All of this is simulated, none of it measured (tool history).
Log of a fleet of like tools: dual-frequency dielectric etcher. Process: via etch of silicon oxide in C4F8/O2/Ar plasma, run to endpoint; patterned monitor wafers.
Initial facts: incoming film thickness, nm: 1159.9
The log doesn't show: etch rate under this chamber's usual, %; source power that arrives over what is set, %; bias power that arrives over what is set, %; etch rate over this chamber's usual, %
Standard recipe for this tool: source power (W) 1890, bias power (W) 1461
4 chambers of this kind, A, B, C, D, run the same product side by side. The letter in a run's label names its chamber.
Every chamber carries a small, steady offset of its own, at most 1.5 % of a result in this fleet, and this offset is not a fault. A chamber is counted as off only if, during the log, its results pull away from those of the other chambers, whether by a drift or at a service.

| run | hour | source power (W) | bias power (W) | hours since the last wet clean | hours since the last source power generator calibration | hours since the last bias power generator calibration | endpoint time (s) |
|---|---|---|---|---|---|---|---|
| 1C | 3.2 | 1890 | 1461 | 22.0 | 1940.5 | 3900.2 | 253.61 |
| 2A | 7.0 | 1890 | 1461 | 102.7 | 468.0 | 2064.8 | 251.73 |
| 3B | 11.4 | 1890 | 1461 | 474.4 | 1250.5 | 99.8 | 261.20 |
| 4D | 13.7 | 1890 | 1461 | 94.7 | 3732.8 | 1653.4 | 255.56 |
| 5A | 16.2 | 1890 | 1461 | 111.9 | 477.2 | 2074.0 | 255.42 |
| 6B | 20.5 | 1480 | 1745 | 483.5 | 1259.6 | 108.9 | 274.03 |
| 7C | 23.4 | 1480 | 1745 | 42.2 | 1960.7 | 3920.4 | 263.97 |
| 8D | 26.6 | 1480 | 1745 | 107.6 | 3745.7 | 1666.3 | 268.09 |
| 9B | 30.7 | 1480 | 1745 | 493.7 | 1269.8 | 119.1 | 270.54 |
| 10A | 34.5 | 1890 | 1461 | 130.2 | 495.5 | 2092.3 | 254.56 |
| 11D | 37.6 | 1890 | 1461 | 118.6 | 3756.7 | 1677.3 | 254.20 |
| 12C | 41.7 | 1890 | 1461 | 60.5 | 1979.0 | 3938.7 | 254.07 |
| 13C | 45.2 | 1890 | 1461 | 64.0 | 1982.5 | 3942.2 | 257.69 |
| 14A | 48.3 | 1890 | 1763 | 144.0 | 509.3 | 2106.1 | 241.10 |
| 15D | 51.9 | 1890 | 1763 | 132.9 | 3771.0 | 1691.6 | 243.80 |
| 16B | 55.1 | 1890 | 1763 | 518.1 | 1294.2 | 143.5 | 243.41 |
| 17B | 57.4 | 1890 | 1763 | 520.4 | 1296.5 | 145.8 | 246.60 |
| 18C | 61.6 | 1890 | 1461 | 80.4 | 1998.9 | 3958.6 | 254.06 |
| 19D | 64.5 | 1890 | 1461 | 145.5 | 3783.6 | 1704.2 | 257.71 |
| 20A | 67.4 | 1890 | 1461 | 163.1 | 528.4 | 2125.2 | 255.33 |
| 21D | 70.5 | 1890 | 1461 | 151.5 | 3789.6 | 1710.2 | 258.97 |
| 22C | 72.4 | 1890 | 1461 | 91.2 | 2009.7 | 3969.4 | 256.36 |
| 23A | 76.2 | 1890 | 1461 | 171.9 | 537.2 | 2134.0 | 252.41 |
| 24B | 80.5 | 1890 | 1461 | 543.5 | 1319.6 | 168.9 | 257.11 |
| 25D | 82.5 | 1890 | 1461 | 163.5 | 3801.6 | 1722.2 | 259.02 |
|  | 84.1 | chamber B: wet clean of the chamber |
| 26A | 85.6 | 2220 | 1313 | 181.3 | 546.6 | 2143.4 | 242.33 |
| 27C | 88.6 | 2220 | 1313 | 107.4 | 2025.9 | 3985.6 | 247.06 |
| 28B | 92.4 | 2220 | 1313 | 8.4 | 1331.5 | 180.8 | 244.88 |
| 29C | 96.2 | 2220 | 1313 | 115.0 | 2033.5 | 3993.2 | 245.78 |
| 30B | 99.2 | 1890 | 1461 | 15.2 | 1338.3 | 187.6 | 260.15 |

Which is it: a chamber that has drifted or been left off by a service, a gauge drift common to all chambers, or only each chamber's usual small offset? If a chamber is off, name it and its likeliest cause.

Little by little, chamber D moves away from the other chambers.
Cause: etch rate under this chamber's usual, % = 3.7.

Below are 4 candidate recipes for chamber D's next run, each the usual settings with a change, their results shown as question marks. Which of them brings D's results back in line with what the other chambers give on the usual settings?
Counts as in line when no further than this from what the other chambers average on the usual settings: endpoint time (s) 5.90
| 31D-1 | 102.4 | 2130 | 1580 |  |  |  | ? |
| 31D-2 | 102.4 | 1650 | 1342 |  |  |  | ? |
| 31D-3 | 102.4 | 1990 | 1512 |  |  |  | ? |
| 31D-4 | 102.4 | 1790 | 1410 |  |  |  | ? |

Usual-settings mean across the other chambers: endpoint time (s) 255.66
| run | endpoint time (s) |
|---|---|
| 31D-1 | 245.81 |
| 31D-2 | 284.84 |
| 31D-3 | 255.69 |
| 31D-4 | 271.96 |
The right change is 31D-3: it brings the chamber back within the allowed miss of the others.
